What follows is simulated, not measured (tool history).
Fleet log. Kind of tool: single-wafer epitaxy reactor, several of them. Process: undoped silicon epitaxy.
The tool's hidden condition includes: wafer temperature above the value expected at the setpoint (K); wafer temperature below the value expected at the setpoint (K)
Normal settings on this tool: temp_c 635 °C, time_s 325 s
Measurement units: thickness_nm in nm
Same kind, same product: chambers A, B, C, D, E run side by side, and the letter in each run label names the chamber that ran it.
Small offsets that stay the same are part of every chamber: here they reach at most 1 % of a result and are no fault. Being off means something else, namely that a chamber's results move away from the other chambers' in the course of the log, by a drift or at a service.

run	hour	temp_c	time_s	hours since the last pyrometer calibration	read-back reference wafer on the same gauge, thickness_nm	thickness_nm
1E	6.2	635	325	816.4	43.919	39.595
2C	10.5	635	325	504.8	43.897	39.215
3A	18.0	635	325	641.3	43.917	39.407
4B	24.0	635	325	1214.6	43.927	39.191
5D	30.5	635	325	1653.6	43.951	39.072
6A	35.1	635	325	658.4	43.958	39.462
7B	40.3	635	325	1230.9	43.938	39.233
8C	45.1	635	325	539.4	43.960	39.340
9D	49.1	635	325	1672.2	43.961	39.103
10E	56.6	635	325	866.8	43.980	39.696
11A	63.3	635	325	686.6	43.988	39.396
12D	68.1	635	325	1691.2	44.018	39.107
13E	74.1	635	325	884.3	44.000	39.605
14C	80.5	635	325	574.8	44.028	39.322
15B	87.5	635	325	1278.1	44.006	39.154
16B	93.4	635	325	1284.0	44.008	39.323
17D	98.8	635	325	1721.9	44.029	39.220
18A	102.9	627	359	726.2	44.070	36.370
19E	108.4	627	359	918.6	44.041	36.482
20C	112.1	627	359	606.4	44.060	36.313
21C	118.4	627	359	612.7	44.079	36.405
22A	124.2	627	359	747.5	44.079	36.397
23D	132.1	635	325	1755.2	44.084	39.114
24B	138.4	635	325	1329.0	44.098	39.284
25E	145.9	635	325	956.1	44.096	39.735
26D	151.3	635	325	1774.4	44.110	39.300
27C	155.7	635	325	650.0	44.123	39.418
28B	159.6	635	325	1350.2	44.113	39.350
29E	163.8	635	325	974.0	44.129	39.688
30A	169.0	635	325	792.3	44.143	39.562
31C	176.3	635	325	670.6	44.151	39.605
32B	180.3	635	325	1370.9	44.159	39.373
33A	188.1	635	325	811.4	44.179	39.723

Has any chamber moved away from the others, gradually or after a service, or does the common gauge drift, or do the chambers differ only by their own small steady offsets? State the chamber and the most likely cause if one applies.

It is the gauge, not a chamber: its drift shows up in every chamber's results at once, and no chamber is off.
What lies behind it: gauge reads high (%) = 0.638.

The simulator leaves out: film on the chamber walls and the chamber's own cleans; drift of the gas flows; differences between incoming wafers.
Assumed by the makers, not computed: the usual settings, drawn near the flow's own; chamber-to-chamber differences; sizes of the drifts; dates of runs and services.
